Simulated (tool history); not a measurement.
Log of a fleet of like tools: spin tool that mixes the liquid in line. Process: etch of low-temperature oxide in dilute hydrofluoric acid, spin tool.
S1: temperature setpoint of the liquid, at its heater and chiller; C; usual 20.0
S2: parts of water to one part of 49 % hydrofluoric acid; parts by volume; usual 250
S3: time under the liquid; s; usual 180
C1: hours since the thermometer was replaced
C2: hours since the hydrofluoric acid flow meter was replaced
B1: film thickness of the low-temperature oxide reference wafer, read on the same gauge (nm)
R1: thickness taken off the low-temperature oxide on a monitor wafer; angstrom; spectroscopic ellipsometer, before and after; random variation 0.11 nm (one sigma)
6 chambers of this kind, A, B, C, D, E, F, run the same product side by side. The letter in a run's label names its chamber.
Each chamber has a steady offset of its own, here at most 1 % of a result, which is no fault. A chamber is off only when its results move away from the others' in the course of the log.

Run 1B, hour 13.1: usual settings; C1 1382.8; C2 498.5; B1 120.04. Result: R1 113.300 angstrom.
Run 2E, hour 25.1: usual settings; C1 585.3; C2 417.3; B1 120.00. Result: R1 115.880 angstrom.
Run 3F, hour 36.5: usual settings; C1 623.4; C2 1524.4; B1 119.99. Result: R1 113.880 angstrom.
Run 4A, hour 48.0: usual settings; C1 309.9; C2 1195.8; B1 119.95. Result: R1 113.760 angstrom.
Run 5C, hour 58.2: usual settings; C1 1540.5; C2 1823.8; B1 119.97. Result: R1 115.380 angstrom.
Run 6D, hour 67.7: usual settings; C1 380.4; C2 190.4; B1 119.97. Result: R1 114.750 angstrom.
Run 7A, hour 76.0: usual settings; C1 337.9; C2 1223.8; B1 120.02. Result: R1 115.500 angstrom.
Run 8B, hour 90.6: usual settings; C1 1460.3; C2 576.0; B1 120.02. Result: R1 113.970 angstrom.
Run 9C, hour 102.2: usual settings; C1 1584.5; C2 1867.8; B1 120.02. Result: R1 112.670 angstrom.
Run 10F, hour 108.5: usual settings; C1 695.4; C2 1596.4; B1 120.04. Result: R1 112.100 angstrom.
Run 11E, hour 115.2: usual settings but S3 285 s; C1 675.4; C2 507.4; B1 120.00. Result: R1 184.320 angstrom.
Run 12D, hour 128.1: usual settings but S3 285 s; C1 440.8; C2 250.8; B1 120.01. Result: R1 182.110 angstrom.
Run 13B, hour 139.5: usual settings but S3 285 s; C1 1509.2; C2 624.9; B1 119.99. Result: R1 180.030 angstrom.
Run 14D, hour 150.3: usual settings but S3 285 s; C1 463.0; C2 273.0; B1 120.01. Result: R1 183.200 angstrom.
Run 15E, hour 158.6: usual settings but S3 285 s; C1 718.8; C2 550.8; B1 119.96. Result: R1 184.700 angstrom.
Run 16F, hour 165.2: usual settings but S3 285 s; C1 752.1; C2 1653.1; B1 120.00. Result: R1 177.010 angstrom.
At hour 172.4: chamber B: thermometer replaced.
Run 17C, hour 176.1: usual settings; C1 1658.4; C2 1941.7; B1 119.96. Result: R1 115.770 angstrom.
Run 18A, hour 186.3: usual settings but S3 110 s; C1 448.2; C2 1334.1; B1 119.99. Result: R1 70.598 angstrom.
Run 19A, hour 198.7: usual settings but S3 110 s; C1 460.6; C2 1346.5; B1 120.00. Result: R1 70.148 angstrom.
Run 20C, hour 206.5: usual settings but S3 110 s; C1 1688.8; C2 1972.1; B1 119.97. Result: R1 69.417 angstrom.
Run 21F, hour 220.7: usual settings but S3 110 s; C1 807.6; C2 1708.6; B1 119.99. Result: R1 67.206 angstrom.
Run 22D, hour 229.0: usual settings but S3 110 s; C1 541.7; C2 351.7; B1 120.00. Result: R1 69.693 angstrom.
Run 23E, hour 235.5: usual settings but S3 110 s; C1 795.7; C2 627.7; B1 119.97. Result: R1 70.491 angstrom.
Run 24B, hour 243.5: usual settings; C1 71.2; C2 728.9; B1 120.01. Result: R1 113.610 angstrom.
At hour 243.8: chamber C: thermometer replaced.
Run 25A, hour 254.5: usual settings; C1 516.4; C2 1402.3; B1 119.98. Result: R1 114.480 angstrom.
Run 26E, hour 266.3: usual settings; C1 826.5; C2 658.5; B1 120.02. Result: R1 115.520 angstrom.
Run 27D, hour 273.9: usual settings; C1 586.6; C2 396.6; B1 120.02. Result: R1 113.660 angstrom.
Run 28F, hour 287.4: usual settings; C1 874.3; C2 1775.3; B1 119.99. Result: R1 108.730 angstrom.
Run 29B, hour 299.6: usual settings; C1 127.3; C2 785.0; B1 120.01. Result: R1 112.020 angstrom.
Run 30C, hour 307.3: usual settings; C1 63.6; C2 2072.9; B1 120.02. Result: R1 113.850 angstrom.
Run 31F, hour 320.3: usual settings but S1 23.5 C, S2 155 parts by volume; C1 907.2; C2 1808.2; B1 120.02. Result: R1 223.620 angstrom.
Run 32E, hour 332.0: usual settings but S1 23.5 C, S2 155 parts by volume; C1 892.2; C2 724.2; B1 120.01. Result: R1 235.210 angstrom.
Run 33A, hour 339.6: usual settings but S1 23.5 C, S2 155 parts by volume; C1 601.5; C2 1487.4; B1 119.99. Result: R1 233.490 angstrom.
Run 34D, hour 353.5: usual settings but S1 23.5 C, S2 155 parts by volume; C1 666.2; C2 476.2; B1 120.00. Result: R1 236.300 angstrom.
Run 35C, hour 363.8: usual settings but S1 23.5 C, S2 155 parts by volume; C1 120.1; C2 2129.4; B1 119.99. Result: R1 236.820 angstrom.
Run 36B, hour 371.5: usual settings but S1 23.5 C, S2 155 parts by volume; C1 199.2; C2 856.9; B1 120.03. Result: R1 230.390 angstrom.
Run 37B, hour 382.5: usual settings; C1 210.2; C2 867.9; B1 119.99. Result: R1 114.850 angstrom.
Run 38E, hour 396.4: usual settings; C1 956.6; C2 788.6; B1 119.98. Result: R1 117.810 angstrom.

Is one chamber off against the others, does the gauge drift, or is nothing wrong? If a chamber is off, say which, and what the likeliest cause is.

Chamber F drifts away from the others.
Cause: liquid colder than its thermometer reads (K) = 2.15.
The log may not tell that from: hydrofluoric acid flow below the setpoint (%).

Here are 4 candidates for chamber F's next run, each the usual settings with a change, their results left as question marks. Which one brings its results back in line with what the others give on the usual settings?
In line means no further than this from the other chambers' mean on the usual settings: R1 3.800 angstrom
Run 39F-1, hour 406.9: usual settings but S2 240 parts by volume, S3 185 s. Result: R1 ?.
Run 39F-2, hour 406.9: usual settings but S2 220 parts by volume. Result: R1 ?.
Run 39F-3, hour 406.9: usual settings but S2 260 parts by volume, S3 175 s. Result: R1 ?.
Run 39F-4, hour 406.9: usual settings but S2 265 parts by volume, S3 165 s. Result: R1 ?.

The other chambers' mean on the usual settings: R1 114.780 angstrom
  run       R1
39F-1  115.270
39F-2  124.800
39F-3   98.733
39F-4   90.901
39F-1 brings the chamber back in line.

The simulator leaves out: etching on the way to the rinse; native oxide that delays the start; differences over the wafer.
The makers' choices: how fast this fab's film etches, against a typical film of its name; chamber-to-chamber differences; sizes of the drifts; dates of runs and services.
